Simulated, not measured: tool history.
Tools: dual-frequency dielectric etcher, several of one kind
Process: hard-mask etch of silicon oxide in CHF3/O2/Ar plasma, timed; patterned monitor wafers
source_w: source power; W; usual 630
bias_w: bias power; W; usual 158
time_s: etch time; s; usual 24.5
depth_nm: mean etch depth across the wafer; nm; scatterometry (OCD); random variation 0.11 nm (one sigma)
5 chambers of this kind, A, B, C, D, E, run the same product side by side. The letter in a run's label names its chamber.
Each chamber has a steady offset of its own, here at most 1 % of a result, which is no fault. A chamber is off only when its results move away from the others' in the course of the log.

run,day,source_w,bias_w,time_s,hours since the last wet clean,hours since the last source power generator calibration,hours since the last bias power generator calibration,"read-back reference wafer on the same gauge, depth_nm",depth_nm
1C,0.208,630,158,24.5,92.2,93,797.8,41.223,47.065
2B,0.483,630,158,24.5,47.3,2042.3,28.7,41.192,47.477
3E,0.779,630,158,24.5,358.1,484,2144.8,41.206,47.002
4D,1.012,630,158,24.5,267.8,438.2,2993.8,41.226,47.188
5A,1.179,630,158,24.5,494.4,2020,3791.9,41.197,47.085
6B,1.425,630,140,24.5,69.9,2064.9,51.3,41.193,45.829
7A,1.762,630,140,24.5,508.4,2034,3805.9,41.191,45.223
8D,2.062,630,140,24.5,293,463.4,3019,41.203,45.442
9E,2.292,630,140,24.5,394.4,520.3,2181.1,41.228,45.285
10C,2.638,630,140,24.5,150.5,151.3,856.1,41.213,45.505
11E,2.946,630,158,24.5,410.1,536,2196.8,41.208,47.013
12A,3.221,630,158,24.5,543.4,2069,3840.9,41.202,47.048
13C,3.525,630,158,24.5,171.8,172.6,877.4,41.199,47.255
# day 3.667: chamber A: wet clean of the chamber
14D,3.875,770,188,24.5,336.5,506.9,3062.5,41.191,53.97
15B,4.054,770,188,24.5,133,2128,114.4,41.187,54.573
16D,4.312,770,188,24.5,347,517.4,3073,41.224,53.859
17B,4.504,770,188,24.5,143.8,2138.8,125.2,41.198,54.511
18C,4.675,770,188,24.5,199.4,200.2,905,41.212,53.575
# day 4.704: chamber E: wet clean of the chamber
19E,4.979,630,158,24.5,6.7,584.8,2245.6,41.178,47.188
20A,5.15,630,158,24.5,35.6,2115.3,3887.2,41.205,47.013
21D,5.467,630,158,24.5,374.7,545.1,3100.7,41.184,46.943
22A,5.746,630,158,24.5,49.9,2129.6,3901.5,41.191,47.214
23E,5.904,630,158,24.5,28.9,607,2267.8,41.207,46.92
24B,6.192,630,158,24.5,184.3,2179.3,165.7,41.234,47.679
25C,6.35,630,158,24.5,239.6,240.4,945.2,41.191,46.955
26E,6.558,630,158,24.5,44.6,622.7,2283.5,41.18,46.998
27C,6.846,630,158,24.5,251.5,252.3,957.1,41.2,46.917
28D,7.033,630,158,24.5,412.3,582.7,3138.3,41.207,47.096
29A,7.271,630,158,24.5,86.5,2166.2,3938.1,41.206,47.028
30B,7.5,630,158,24.5,215.7,2210.7,197.1,41.206,47.701
31B,7.808,630,158,24.5,223.1,2218.1,204.5,41.2,47.5
32A,8.025,540,158,24.5,104.6,2184.3,3956.2,41.23,44.475
33E,8.358,540,158,24.5,87.8,665.9,2326.7,41.199,44.336
34D,8.7,540,158,24.5,452.3,622.7,3178.3,41.209,44.424
35C,9.025,540,158,24.5,303.8,304.6,1009.4,41.198,44.404

All 5 chambers run these settings next. Forecast each chamber's results:
36A,9.283,630,158,24.5,,,,,?
36B,9.283,630,158,24.5,,,,,?
36C,9.283,630,158,24.5,,,,,?
36D,9.283,630,158,24.5,,,,,?
36E,9.283,630,158,24.5,,,,,?

run,depth_nm
36A,47.04
36B,47.647
36C,46.998
36D,47.191
36E,47.03
